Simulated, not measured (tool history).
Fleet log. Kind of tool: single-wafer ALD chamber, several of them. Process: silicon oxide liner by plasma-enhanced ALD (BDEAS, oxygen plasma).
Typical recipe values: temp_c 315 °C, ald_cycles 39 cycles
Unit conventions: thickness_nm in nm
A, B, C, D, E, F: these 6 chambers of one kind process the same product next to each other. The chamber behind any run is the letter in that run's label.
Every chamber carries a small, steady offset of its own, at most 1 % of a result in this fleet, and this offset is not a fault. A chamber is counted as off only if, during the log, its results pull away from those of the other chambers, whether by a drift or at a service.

run    day  temp_c  ald_cycles  hours since the last thermocouple change  read-back reference wafer on the same gauge, thickness_nm  thickness_nm
 1E  0.258     315          39                                     366.4                                                     3.1908        3.5485
 2C  0.429     315          39                                     505.9                                                     3.1901        3.5472
 3D  0.588     315          39                                    2244.8                                                     3.1918        3.5728
 4B  0.783     315          39                                    1654.1                                                     3.1923        3.5642
 5A  1.012     315          39                                    1207.7                                                     3.1932        3.5496
 6F  1.242     315          39                                    1278.5                                                     3.1944        3.5382
 7A  1.388     315          39                                    1216.7                                                     3.1929        3.5544
 8F  1.646     321          33                                    1288.2                                                     3.1946        2.9718
 9C  1.838     321          33                                     539.7                                                     3.1955        2.9875
10E  2.088     321          33                                     410.3                                                     3.1971        2.9864
11B  2.225     321          33                                    1688.7                                                     3.1956        2.9775
12D  2.392     321          33                                    2288.1                                                     3.1962        2.9912
13B  2.654     321          33                                    1699.0                                                     3.1982        2.9835
14F  2.833     315          39                                    1316.7                                                     3.1973        3.5467
15E  2.971     315          32                                     431.5                                                     3.1979        2.9279
16D  3.146     315          32                                    2306.2                                                     3.1986        2.9317
17A  3.283     315          32                                    1262.2                                                     3.1976        2.9158
18C  3.454     315          32                                     578.5                                                     3.1995        2.9234
19D  3.662     315          32                                    2318.6                                                     3.1989        2.9320
20F  3.912     315          32                                    1342.6                                                     3.2008        2.9013
21E  4.188     315          39                                     460.7                                                     3.2008        3.5721
22A  4.408     315          39                                    1289.2                                                     3.2014        3.5670
23B  4.608     315          39                                    1745.9                                                     3.2022        3.5550
24C  4.908     315          39                                     613.4                                                     3.2015        3.5641
25C  5.208     315          39                                     620.6                                                     3.2045        3.5641
26D  5.450     315          39                                    2361.5                                                     3.2045        3.5694
27F  5.662     315          39                                    1384.6                                                     3.2062        3.5549
28B  5.796     315          39                                    1774.4                                                     3.2055        3.5660
29E  5.946     315          39                                     502.9                                                     3.2045        3.5812
30A  6.129     315          39                                    1330.5                                                     3.2052        3.5605
31C  6.375     315          39                                     648.6                                                     3.2070        3.5627
32E  6.654     315          46                                     519.9                                                     3.2074        4.2186
33B  6.942     315          46                                    1801.9                                                     3.2084        4.2077
34F  7.112     315          46                                    1419.4                                                     3.2084        4.1876
35D  7.367     315          46                                    2407.5                                                     3.2099        4.2336
36A  7.579     315          46                                    1365.3                                                     3.2094        4.2059
37C  7.792     315          46                                     682.6                                                     3.2108        4.2135
38F  7.992     315          39                                    1440.5                                                     3.2107        3.5621
39B  8.267     315          39                                    1833.7                                                     3.2114        3.5730

All chambers now run identical settings, listed one chamber a line with results as question marks. What results will each chamber show?
40A  8.479     315          39                                                                                                                  ?
40B  8.479     315          39                                                                                                                  ?
40C  8.479     315          39                                                                                                                  ?
40D  8.479     315          39                                                                                                                  ?
40E  8.479     315          39                                                                                                                  ?
40F  8.479     315          39                                                                                                                  ?

run  thickness_nm
40A        3.5750
40B        3.5711
40C        3.5693
40D        3.5860
40E        3.5796
40F        3.5640
